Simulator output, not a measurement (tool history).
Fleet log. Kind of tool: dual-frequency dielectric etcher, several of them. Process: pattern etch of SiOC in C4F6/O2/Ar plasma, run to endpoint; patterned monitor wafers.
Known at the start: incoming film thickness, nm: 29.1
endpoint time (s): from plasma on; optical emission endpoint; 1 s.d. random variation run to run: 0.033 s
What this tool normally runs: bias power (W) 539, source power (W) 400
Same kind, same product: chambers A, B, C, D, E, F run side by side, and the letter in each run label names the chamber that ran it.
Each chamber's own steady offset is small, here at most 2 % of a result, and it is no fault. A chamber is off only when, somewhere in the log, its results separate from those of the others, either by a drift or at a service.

Run 1A, hour 6.1: usual settings. Result: endpoint time (s) 9.4954.
Run 2C, hour 12.6: usual settings. Result: endpoint time (s) 9.5276.
Run 3F, hour 21.7: usual settings. Result: endpoint time (s) 9.6031.
Run 4E, hour 30.8: usual settings. Result: endpoint time (s) 9.4078.
At hour 34.2: chamber C: bias power generator calibrated.
Run 5D, hour 43.6: usual settings. Result: endpoint time (s) 9.4308.
Run 6B, hour 55.9: usual settings but bias power (W) 447. Result: endpoint time (s) 10.3160.
Run 7C, hour 68.3: usual settings but bias power (W) 447. Result: endpoint time (s) 10.2730.
Run 8F, hour 77.1: usual settings but bias power (W) 447. Result: endpoint time (s) 10.2830.
Run 9A, hour 84.3: usual settings but bias power (W) 447. Result: endpoint time (s) 10.2400.
Run 10B, hour 93.2: usual settings but bias power (W) 447. Result: endpoint time (s) 10.3020.
Run 11D, hour 100.8: usual settings but bias power (W) 447. Result: endpoint time (s) 10.2170.
Run 12E, hour 108.3: usual settings. Result: endpoint time (s) 9.3616.
Run 13A, hour 114.4: usual settings. Result: endpoint time (s) 9.5385.
At hour 123.4: chamber D: wet clean of the chamber.
Run 14E, hour 124.7: usual settings. Result: endpoint time (s) 9.3882.
Run 15B, hour 133.2: usual settings. Result: endpoint time (s) 9.6241.
Run 16D, hour 144.8: usual settings. Result: endpoint time (s) 9.5207.
Run 17C, hour 154.2: usual settings. Result: endpoint time (s) 9.5457.
At hour 155.4: chamber B: wet clean of the chamber.
Run 18F, hour 165.7: usual settings but bias power (W) 430, source power (W) 490. Result: endpoint time (s) 9.6698.
Run 19A, hour 174.0: usual settings but bias power (W) 430, source power (W) 490. Result: endpoint time (s) 9.6391.
Run 20D, hour 183.3: usual settings but bias power (W) 430, source power (W) 490. Result: endpoint time (s) 9.5799.
Run 21C, hour 190.7: usual settings but bias power (W) 430, source power (W) 490. Result: endpoint time (s) 9.6716.
Run 22E, hour 202.7: usual settings but bias power (W) 430, source power (W) 490. Result: endpoint time (s) 9.4342.
Run 23F, hour 210.9: usual settings but bias power (W) 430, source power (W) 490. Result: endpoint time (s) 9.6741.
Run 24B, hour 220.3: usual settings. Result: endpoint time (s) 9.5410.
At hour 227.6: chamber A: wet clean of the chamber.
Run 25D, hour 228.1: usual settings. Result: endpoint time (s) 9.4896.
Run 26A, hour 237.9: usual settings. Result: endpoint time (s) 9.4932.
At hour 238.8: chamber C: wet clean of the chamber.
Run 27B, hour 244.0: usual settings. Result: endpoint time (s) 9.6088.
Run 28E, hour 256.4: usual settings. Result: endpoint time (s) 9.3342.
Run 29C, hour 268.4: usual settings. Result: endpoint time (s) 9.9898.
Run 30F, hour 276.5: usual settings. Result: endpoint time (s) 9.6315.
Run 31B, hour 283.6: usual settings. Result: endpoint time (s) 9.6187.
Run 32F, hour 296.3: usual settings. Result: endpoint time (s) 9.6274.
Run 33A, hour 307.6: usual settings. Result: endpoint time (s) 9.5211.
Run 34C, hour 321.1: usual settings. Result: endpoint time (s) 9.9528.
Run 35D, hour 334.8: usual settings. Result: endpoint time (s) 9.4471.
Run 36E, hour 341.5: usual settings. Result: endpoint time (s) 9.3593.
Run 37F, hour 351.0: usual settings. Result: endpoint time (s) 9.5777.
Run 38E, hour 363.8: usual settings. Result: endpoint time (s) 9.3549.
Run 39A, hour 373.3: usual settings. Result: endpoint time (s) 9.4553.
Run 40C, hour 383.7: usual settings. Result: endpoint time (s) 9.9719.
Run 41B, hour 394.4: usual settings. Result: endpoint time (s) 9.5467.

Does one chamber stand apart from the rest, does the shared gauge drift, or is all well apart from small per-chamber offsets? Give the chamber and the most likely cause, where there is one.

A service left chamber C off against the others.
Cause: etch rate under this chamber's usual, % = 3.97.

Which of the 4 candidates below, each the usual settings with something changed and its results left as question marks, puts chamber C back in line with what the other chambers give on the usual settings?
Maximum distance from the other chambers' mean on the usual settings for a result to count as in line: endpoint time (s) 0.1200
Run 42C-1, hour 404.2: usual settings but source power (W) 530. Result: endpoint time (s) ?.
Run 42C-2, hour 404.2: usual settings but source power (W) 350. Result: endpoint time (s) ?.
Run 42C-3, hour 404.2: usual settings but source power (W) 300. Result: endpoint time (s) ?.
Run 42C-4, hour 404.2: usual settings but bias power (W) 609. Result: endpoint time (s) ?.

Mean of the other chambers on the usual settings: endpoint time (s) 9.5066
  run  endpoint time (s)
42C-1             8.9957
42C-2            10.4880
42C-3            11.1020
42C-4             9.5359
42C-4 is the one that brings the chamber's results back in line with the other chambers.

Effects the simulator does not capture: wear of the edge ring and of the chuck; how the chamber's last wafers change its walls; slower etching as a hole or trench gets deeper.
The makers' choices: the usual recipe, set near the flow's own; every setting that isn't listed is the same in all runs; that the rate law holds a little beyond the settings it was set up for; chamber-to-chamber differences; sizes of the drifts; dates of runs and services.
